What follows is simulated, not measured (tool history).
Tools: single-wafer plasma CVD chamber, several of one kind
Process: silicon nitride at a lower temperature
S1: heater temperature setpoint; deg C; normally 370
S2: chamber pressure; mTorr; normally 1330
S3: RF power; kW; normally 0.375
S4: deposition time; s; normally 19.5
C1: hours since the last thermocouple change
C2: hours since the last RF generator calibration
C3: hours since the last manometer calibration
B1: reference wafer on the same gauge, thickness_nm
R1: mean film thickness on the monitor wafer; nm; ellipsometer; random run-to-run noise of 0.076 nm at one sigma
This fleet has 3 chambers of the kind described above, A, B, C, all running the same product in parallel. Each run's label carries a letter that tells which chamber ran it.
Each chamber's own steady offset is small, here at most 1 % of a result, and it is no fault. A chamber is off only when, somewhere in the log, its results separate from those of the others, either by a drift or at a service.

run	hour	S1	S2	S3	S4	C1	C2	C3	B1	R1
1A	9.2	370	1330	0.375	19.5	1666.4	425.4	1323.7	20.505	25.194
2B	15.7	370	1330	0.375	19.5	789.6	137.2	1898.3	20.498	25.123
3C	24.7	370	1330	0.375	19.5	1342.7	1700.8	1130.9	20.491	24.939
4B	33.8	370	1330	0.375	19.5	807.7	155.3	1916.4	20.495	25.114
5C	43.5	370	1330	0.375	19.5	1361.5	1719.6	1149.7	20.494	24.965
6A	51.7	382	1330	0.375	19.5	1708.9	467.9	1366.2	20.502	25.08
# hour 54.4: chamber C: RF generator calibrated
7C	58.5	382	1330	0.375	19.5	1376.5	4.2	1164.7	20.485	24.858
8B	64.8	382	1330	0.375	19.5	838.7	186.3	1947.4	20.496	25.032
9A	70.5	370	1330	0.375	19.5	1727.7	486.7	1385	20.505	24.944
10B	78.1	370	1330	0.375	19.5	852	199.6	1960.7	20.495	25.153
11A	85	370	1330	0.375	21.1	1742.2	501.2	1399.5	20.519	27.091
12C	91.5	370	1330	0.375	21.1	1409.5	37.2	1197.7	20.52	27.142
13C	99	370	1330	0.375	21.1	1417	44.7	1205.2	20.509	27.288
14B	107.8	370	1330	0.375	19.5	881.7	229.3	1990.4	20.498	25.113
15A	115.2	370	1330	0.375	19.5	1772.4	531.4	1429.7	20.489	25.192
16C	124.7	370	1330	0.375	19.5	1442.7	70.4	1230.9	20.523	24.967
17B	132.9	370	1330	0.375	19.5	906.8	254.4	2015.5	20.504	25.146
18A	138.3	370	1330	0.325	19.5	1795.5	554.5	1452.8	20.494	22.812
19B	143.5	370	1330	0.325	19.5	917.4	265	2026.1	20.512	22.945
20A	148.7	370	1330	0.325	19.5	1805.9	564.9	1463.2	20.501	22.979
21C	153.9	370	1330	0.375	19.5	1471.9	99.6	1260.1	20.507	24.969
22C	162.9	370	1620	0.375	19.5	1480.9	108.6	1269.1	20.494	26.688
23A	168.2	370	1620	0.375	19.5	1825.4	584.4	1482.7	20.483	26.37
# hour 171: chamber B: capacitance manometer re-zeroed and calibrated
24B	178.2	370	1620	0.375	19.5	952.1	299.7	7.2	20.506	26.974
25A	184.9	383	1330	0.375	19.5	1842.1	601.1	1499.4	20.506	24.851
26C	190.4	383	1330	0.375	19.5	1508.4	136.1	1296.6	20.489	24.925
27B	196.2	383	1330	0.375	19.5	970.1	317.7	25.2	20.517	25.416
28B	202.8	370	1330	0.375	19.5	976.7	324.3	31.8	20.51	25.61
29C	213.6	370	1330	0.375	19.5	1531.6	159.3	1319.8	20.509	25.108
30A	222.9	370	1330	0.375	19.5	1880.1	639.1	1537.4	20.498	25.097
31A	232.1	370	1330	0.375	19.5	1889.3	648.3	1546.6	20.499	25.3
32B	241	370	1430	0.375	16.7	1014.9	362.5	70	20.505	22.387
33C	248.8	370	1430	0.375	16.7	1566.8	194.5	1355	20.505	21.93
34C	257.8	370	1430	0.375	16.7	1575.8	203.5	1364	20.518	21.919
35B	266.9	359	1330	0.375	19.5	1040.8	388.4	95.9	20.503	25.758
36A	272.6	359	1330	0.375	19.5	1929.8	688.8	1587.1	20.5	25.275
37C	279.1	359	1330	0.375	19.5	1597.1	224.8	1385.3	20.489	24.916
38B	289.4	370	1330	0.375	19.5	1063.3	410.9	118.4	20.523	25.631
39A	294.5	381	1330	0.375	19.5	1951.7	710.7	1609	20.496	25.042
40B	299.4	381	1330	0.375	19.5	1073.3	420.9	128.4	20.503	25.65
41A	304.3	381	1330	0.375	19.5	1961.5	720.5	1618.8	20.501	24.877
42C	313.2	370	1330	0.375	19.5	1631.2	258.9	1419.4	20.507	25.079
43B	320	370	1330	0.375	19.5	1093.9	441.5	149	20.499	25.635

The same settings go to every chamber for the next run, one line per chamber below. Forecast the results for each:
44A	328.1	370	1330	0.375	19.5					?
44B	328.1	370	1330	0.375	19.5					?
44C	328.1	370	1330	0.375	19.5					?

run	R1
44A	25.143
44B	25.597
44C	25.153
